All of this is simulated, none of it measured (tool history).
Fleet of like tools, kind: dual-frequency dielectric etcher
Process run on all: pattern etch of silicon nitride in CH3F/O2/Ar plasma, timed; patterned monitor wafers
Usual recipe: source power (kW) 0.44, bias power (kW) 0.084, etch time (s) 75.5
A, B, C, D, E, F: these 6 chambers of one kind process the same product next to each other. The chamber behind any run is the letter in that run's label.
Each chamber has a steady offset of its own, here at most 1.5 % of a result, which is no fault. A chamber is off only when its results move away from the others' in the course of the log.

| run | day | source power (kW) | bias power (kW) | etch time (s) | hours since the last wet clean | hours since the last source power generator calibration | hours since the last bias power generator calibration | read-back reference wafer on the same gauge, depth_nm | mean etch depth across the wafer (Å) |
|---|---|---|---|---|---|---|---|---|---|
| 1C | 0.246 | 0.44 | 0.084 | 75.5 | 324.3 | 726.9 | 3699.1 | 54.917 | 576.8 |
| 2E | 0.512 | 0.44 | 0.084 | 75.5 | 153.2 | 2114 | 2603.5 | 54.906 | 582.17 |
| 3D | 0.838 | 0.44 | 0.084 | 75.5 | 39.5 | 1042.2 | 3177.3 | 54.867 | 575.98 |
| 4F | 1.046 | 0.44 | 0.084 | 75.5 | 404.2 | 1583.8 | 879.9 | 54.845 | 582.23 |
| 5A | 1.262 | 0.44 | 0.084 | 75.5 | 314.8 | 3369.7 | 1291.3 | 54.871 | 580.78 |
| 6B | 1.496 | 0.44 | 0.084 | 75.5 | 38.1 | 1289 | 1358.4 | 54.866 | 584.85 |
|  | 1.588 | chamber C: wet clean of the chamber |
| 7F | 1.688 | 0.44 | 0.084 | 75.5 | 419.6 | 1599.2 | 895.3 | 54.861 | 580.93 |
| 8D | 1.862 | 0.44 | 0.084 | 75.5 | 64.1 | 1066.8 | 3201.9 | 54.852 | 574.92 |
| 9B | 2.054 | 0.44 | 0.084 | 75.5 | 51.5 | 1302.4 | 1371.8 | 54.826 | 584.51 |
| 10C | 2.388 | 0.44 | 0.084 | 75.5 | 19.3 | 778.3 | 3750.5 | 54.806 | 576.77 |
| 11A | 2.608 | 0.44 | 0.084 | 75.5 | 347.1 | 3402 | 1323.6 | 54.844 | 581.51 |
| 12E | 2.896 | 0.38 | 0.084 | 88 | 210.4 | 2171.2 | 2660.7 | 54.809 | 640.53 |
|  | 3.012 | chamber F: wet clean of the chamber |
| 13D | 3.062 | 0.38 | 0.084 | 88 | 92.9 | 1095.6 | 3230.7 | 54.811 | 633.33 |
| 14C | 3.283 | 0.38 | 0.084 | 88 | 40.8 | 799.8 | 3772 | 54.796 | 634.05 |
| 15B | 3.533 | 0.38 | 0.084 | 88 | 87 | 1337.9 | 1407.3 | 54.77 | 642.76 |
| 16A | 3.767 | 0.38 | 0.084 | 88 | 374.9 | 3429.8 | 1351.4 | 54.781 | 640.97 |
| 17E | 4.075 | 0.38 | 0.084 | 88 | 238.7 | 2199.5 | 2689 | 54.749 | 642.37 |
| 18F | 4.4 | 0.44 | 0.084 | 75.5 | 33.3 | 1664.3 | 960.4 | 54.752 | 579.5 |
| 19A | 4.575 | 0.44 | 0.084 | 75.5 | 394.3 | 3449.2 | 1370.8 | 54.751 | 579.06 |
| 20D | 4.888 | 0.44 | 0.084 | 75.5 | 136.7 | 1139.4 | 3274.5 | 54.715 | 575.87 |
| 21B | 5.042 | 0.44 | 0.084 | 75.5 | 123.2 | 1374.1 | 1443.5 | 54.738 | 581.22 |
| 22E | 5.396 | 0.44 | 0.084 | 75.5 | 270.4 | 2231.2 | 2720.7 | 54.722 | 580.34 |
| 23F | 5.629 | 0.44 | 0.084 | 75.5 | 62.8 | 1693.8 | 989.9 | 54.713 | 579.34 |
| 24C | 5.833 | 0.44 | 0.084 | 75.5 | 102 | 861 | 3833.2 | 54.703 | 574.55 |
| 25D | 6.079 | 0.44 | 0.084 | 75.5 | 165.3 | 1168 | 3303.1 | 54.677 | 572.92 |
| 26E | 6.438 | 0.44 | 0.084 | 75.5 | 295.4 | 2256.2 | 2745.7 | 54.663 | 581.05 |
| 27F | 6.638 | 0.44 | 0.084 | 75.5 | 87 | 1718 | 1014.1 | 54.698 | 580.15 |
| 28B | 6.892 | 0.44 | 0.084 | 75.5 | 167.6 | 1418.5 | 1487.9 | 54.679 | 580.74 |
| 29C | 7.2 | 0.44 | 0.084 | 75.5 | 134.8 | 893.8 | 3866 | 54.663 | 574.8 |
| 30A | 7.525 | 0.44 | 0.084 | 75.5 | 465.1 | 3520 | 1441.6 | 54.662 | 578.1 |
| 31E | 7.821 | 0.44 | 0.084 | 75.5 | 328.6 | 2289.4 | 2778.9 | 54.646 | 579.32 |
| 32B | 8.042 | 0.44 | 0.084 | 75.5 | 195.2 | 1446.1 | 1515.5 | 54.638 | 580.18 |
| 33C | 8.304 | 0.44 | 0.084 | 75.5 | 161.3 | 920.3 | 3892.5 | 54.619 | 575.35 |
| 34F | 8.546 | 0.44 | 0.084 | 75.5 | 132.8 | 1763.8 | 1059.9 | 54.604 | 578.78 |
| 35A | 8.788 | 0.44 | 0.084 | 75.5 | 495.4 | 3550.3 | 1471.9 | 54.6 | 577.94 |
| 36D | 8.983 | 0.44 | 0.084 | 75.5 | 235 | 1237.7 | 3372.8 | 54.615 | 571.68 |
| 37C | 9.296 | 0.44 | 0.084 | 75.5 | 185.1 | 944.1 | 3916.3 | 54.585 | 573.23 |
| 38B | 9.621 | 0.49 | 0.084 | 75.5 | 233.1 | 1484 | 1553.4 | 54.587 | 604.58 |
| 39F | 9.896 | 0.49 | 0.084 | 75.5 | 165.2 | 1796.2 | 1092.3 | 54.539 | 603.39 |
|  | 10.196 | chamber E: wet clean of the chamber |
| 40E | 10.233 | 0.49 | 0.084 | 75.5 | 1 | 2347.3 | 2836.8 | 54.551 | 603.66 |

Does one chamber stand apart from the rest, does the shared gauge drift, or is all well apart from small per-chamber offsets? Give the chamber and the most likely cause, where there is one.

Every chamber seems to shift together because the gauge that measures them all drifts; the chambers themselves are fine.
Likeliest cause: gauge reads low (%) = 0.648.
